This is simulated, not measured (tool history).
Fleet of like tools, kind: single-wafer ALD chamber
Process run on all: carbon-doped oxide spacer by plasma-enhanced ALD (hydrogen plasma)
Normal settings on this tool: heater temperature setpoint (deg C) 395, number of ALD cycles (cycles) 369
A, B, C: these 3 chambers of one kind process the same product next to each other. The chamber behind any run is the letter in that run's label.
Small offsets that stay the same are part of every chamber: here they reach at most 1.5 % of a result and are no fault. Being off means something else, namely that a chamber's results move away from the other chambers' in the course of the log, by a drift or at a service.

run,hour,heater temperature setpoint (deg C),number of ALD cycles (cycles),hours since the last thermocouple change,"read-back reference wafer on the same gauge, thickness_nm",mean film thickness on the monitor wafer (angstrom)
1C,6.1,395,369,1021.9,20.5,184.79
2B,13.2,395,369,1947.1,20.501,183.98
3A,17.2,395,369,73.2,20.513,181.11
4C,23.2,395,369,1039,20.497,185.08
5B,29.6,395,369,1963.5,20.48,184.06
6A,36.8,395,369,92.8,20.492,182.09
7B,41,386,345,1974.9,20.504,172.25
8C,44.4,386,345,1060.2,20.505,173.13
9A,50.3,386,345,106.3,20.498,169.01
10B,53.7,395,369,1987.6,20.517,184.28
11C,58.4,395,331,1074.2,20.53,166.17
12A,62.8,395,331,118.8,20.508,163.31
13B,68.6,395,331,2002.5,20.5,165.11
14A,71.8,395,369,127.8,20.5,180.41
15C,77,395,369,1092.8,20.513,185.71
16C,80.3,395,369,1096.1,20.493,186.3
17B,85,395,369,2018.9,20.494,184.57
18A,92,395,369,148,20.489,181.5
19C,98.7,395,369,1114.5,20.492,186.11
20B,104.8,395,369,2038.7,20.483,185.3
21A,111.2,389,424,167.2,20.479,209.32
22B,115.9,389,424,2049.8,20.5,212
23C,122.7,389,424,1138.5,20.501,211.53

Has any chamber moved away from the others, gradually or after a service, or does the common gauge drift, or do the chambers differ only by their own small steady offsets? State the chamber and the most likely cause if one applies.

Beyond each chamber's small constant offset nothing stands out, and the gauge stays steady.
